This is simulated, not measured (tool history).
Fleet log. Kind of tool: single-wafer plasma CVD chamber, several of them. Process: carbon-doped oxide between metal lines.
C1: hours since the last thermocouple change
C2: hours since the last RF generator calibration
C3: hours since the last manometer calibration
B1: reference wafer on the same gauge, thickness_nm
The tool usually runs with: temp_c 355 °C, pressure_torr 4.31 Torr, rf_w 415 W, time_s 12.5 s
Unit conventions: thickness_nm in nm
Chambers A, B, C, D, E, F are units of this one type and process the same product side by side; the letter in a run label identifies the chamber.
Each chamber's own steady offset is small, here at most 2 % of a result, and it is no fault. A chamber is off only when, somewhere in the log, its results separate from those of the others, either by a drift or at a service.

Run 1C, hour 7.2: usual settings; C1 134.9; C2 1645.4; C3 659.4; B1 59.333. Result: thickness_nm 55.633 nm.
Run 2A, hour 13.6: usual settings; C1 1536.7; C2 15.9; C3 1537.1; B1 59.312. Result: thickness_nm 54.936 nm.
Run 3D, hour 26.8: usual settings; C1 562.0; C2 817.7; C3 2523.2; B1 59.253. Result: thickness_nm 55.330 nm.
Run 4E, hour 39.1: usual settings; C1 407.2; C2 841.5; C3 1012.1; B1 59.307. Result: thickness_nm 54.788 nm.
Run 5F, hour 47.9: usual settings; C1 1669.6; C2 1335.6; C3 398.3; B1 59.224. Result: thickness_nm 55.863 nm.
Run 6B, hour 58.5: usual settings but pressure_torr 5.15 Torr, rf_w 365 W; C1 344.0; C2 754.3; C3 907.7; B1 59.326. Result: thickness_nm 50.758 nm.
Run 7E, hour 72.4: usual settings but pressure_torr 5.15 Torr, rf_w 365 W; C1 440.5; C2 874.8; C3 1045.4; B1 59.270. Result: thickness_nm 50.846 nm.
Run 8C, hour 84.4: usual settings but pressure_torr 5.15 Torr, rf_w 365 W; C1 212.1; C2 1722.6; C3 736.6; B1 59.268. Result: thickness_nm 51.398 nm.
Run 9F, hour 94.2: usual settings but pressure_torr 5.15 Torr, rf_w 365 W; C1 1715.9; C2 1381.9; C3 444.6; B1 59.221. Result: thickness_nm 51.625 nm.
Run 10A, hour 107.7: usual settings but pressure_torr 5.15 Torr, rf_w 365 W; C1 1630.8; C2 110.0; C3 1631.2; B1 59.263. Result: thickness_nm 51.420 nm.
Run 11D, hour 114.4: usual settings but pressure_torr 5.15 Torr, rf_w 365 W; C1 649.6; C2 905.3; C3 2610.8; B1 59.321. Result: thickness_nm 51.417 nm.
Run 12B, hour 122.3: usual settings; C1 407.8; C2 818.1; C3 971.5; B1 59.319. Result: thickness_nm 54.632 nm.
Run 13F, hour 133.0: usual settings; C1 1754.7; C2 1420.7; C3 483.4; B1 59.309. Result: thickness_nm 54.936 nm.
Run 14B, hour 142.1: usual settings; C1 427.6; C2 837.9; C3 991.3; B1 59.274. Result: thickness_nm 53.957 nm.
Run 15C, hour 148.6: usual settings; C1 276.3; C2 1786.8; C3 800.8; B1 59.313. Result: thickness_nm 55.660 nm.
Run 16E, hour 160.5: usual settings but rf_w 380 W, time_s 14.5 s; C1 528.6; C2 962.9; C3 1133.5; B1 59.296. Result: thickness_nm 59.627 nm.
Run 17D, hour 171.1: usual settings but rf_w 380 W, time_s 14.5 s; C1 706.3; C2 962.0; C3 2667.5; B1 59.344. Result: thickness_nm 59.983 nm.
At hour 178.6: chamber F: RF generator calibrated.
Run 18A, hour 183.4: usual settings but rf_w 380 W, time_s 14.5 s; C1 1706.5; C2 185.7; C3 1706.9; B1 59.279. Result: thickness_nm 59.590 nm.
Run 19A, hour 197.1: usual settings but rf_w 380 W, time_s 14.5 s; C1 1720.2; C2 199.4; C3 1720.6; B1 59.309. Result: thickness_nm 59.776 nm.
Run 20D, hour 204.9: usual settings but rf_w 380 W, time_s 14.5 s; C1 740.1; C2 995.8; C3 2701.3; B1 59.320. Result: thickness_nm 59.214 nm.
Run 21E, hour 217.4: usual settings but rf_w 380 W, time_s 14.5 s; C1 585.5; C2 1019.8; C3 1190.4; B1 59.317. Result: thickness_nm 58.780 nm.
Run 22B, hour 225.0: usual settings; C1 510.5; C2 920.8; C3 1074.2; B1 59.302. Result: thickness_nm 54.733 nm.
Run 23F, hour 233.5: usual settings; C1 1855.2; C2 55.0; C3 583.9; B1 59.266. Result: thickness_nm 56.181 nm.
At hour 241.3: chamber D: capacitance manometer re-zeroed and calibrated.
Run 24C, hour 243.1: usual settings; C1 370.8; C2 1881.3; C3 895.3; B1 59.301. Result: thickness_nm 55.543 nm.
Run 25C, hour 256.8: usual settings; C1 384.5; C2 1895.0; C3 909.0; B1 59.296. Result: thickness_nm 56.113 nm.
Run 26F, hour 264.3: usual settings; C1 1886.0; C2 85.8; C3 614.7; B1 59.328. Result: thickness_nm 56.017 nm.
Run 27B, hour 271.5: usual settings; C1 557.0; C2 967.3; C3 1120.7; B1 59.416. Result: thickness_nm 54.208 nm.
Run 28A, hour 283.2: usual settings but temp_c 342 °C; C1 1806.3; C2 285.5; C3 1806.7; B1 59.179. Result: thickness_nm 56.872 nm.
At hour 284.5: chamber D: RF generator calibrated.
Run 29D, hour 290.0: usual settings but temp_c 342 °C; C1 825.2; C2 5.5; C3 48.8; B1 59.333. Result: thickness_nm 57.572 nm.
Run 30E, hour 297.6: usual settings but temp_c 342 °C; C1 665.7; C2 1100.0; C3 1270.6; B1 59.247. Result: thickness_nm 56.862 nm.
Run 31D, hour 305.1: usual settings but temp_c 342 °C; C1 840.3; C2 20.6; C3 63.9; B1 59.352. Result: thickness_nm 57.385 nm.
At hour 306.7: chamber A: thermocouple changed; heater temperature recalibrated.
Run 32E, hour 315.5: usual settings but temp_c 342 °C; C1 683.6; C2 1117.9; C3 1288.5; B1 59.319. Result: thickness_nm 57.156 nm.
Run 33C, hour 321.8: usual settings but temp_c 342 °C; C1 449.5; C2 1960.0; C3 974.0; B1 59.380. Result: thickness_nm 57.158 nm.
Run 34A, hour 331.3: usual settings; C1 24.6; C2 333.6; C3 1854.8; B1 59.238. Result: thickness_nm 54.636 nm.
Run 35B, hour 338.8: usual settings; C1 624.3; C2 1034.6; C3 1188.0; B1 59.267. Result: thickness_nm 55.029 nm.
Run 36F, hour 345.3: usual settings; C1 1967.0; C2 166.8; C3 695.7; B1 59.326. Result: thickness_nm 56.301 nm.
Run 37B, hour 352.9: usual settings; C1 638.4; C2 1048.7; C3 1202.1; B1 59.213. Result: thickness_nm 54.731 nm.
Run 38E, hour 362.4: usual settings; C1 730.5; C2 1164.8; C3 1335.4; B1 59.314. Result: thickness_nm 54.916 nm.
Run 39C, hour 374.4: usual settings; C1 502.1; C2 2012.6; C3 1026.6; B1 59.344. Result: thickness_nm 55.959 nm.
Run 40F, hour 383.6: usual settings; C1 2005.3; C2 205.1; C3 734.0; B1 59.370. Result: thickness_nm 55.986 nm.
Run 41A, hour 393.4: usual settings; C1 86.7; C2 395.7; C3 1916.9; B1 59.266. Result: thickness_nm 54.876 nm.
Run 42D, hour 400.3: usual settings; C1 935.5; C2 115.8; C3 159.1; B1 59.373. Result: thickness_nm 54.840 nm.
Run 43F, hour 410.8: usual settings; C1 2032.5; C2 232.3; C3 761.2; B1 59.304. Result: thickness_nm 55.389 nm.

Which is it: a chamber that has drifted or been left off by a service, a gauge drift common to all chambers, or only each chamber's usual small offset? If a chamber is off, name it and its likeliest cause.

Neither any chamber nor the gauge drifts; the chambers differ only by their own small, steady offsets.

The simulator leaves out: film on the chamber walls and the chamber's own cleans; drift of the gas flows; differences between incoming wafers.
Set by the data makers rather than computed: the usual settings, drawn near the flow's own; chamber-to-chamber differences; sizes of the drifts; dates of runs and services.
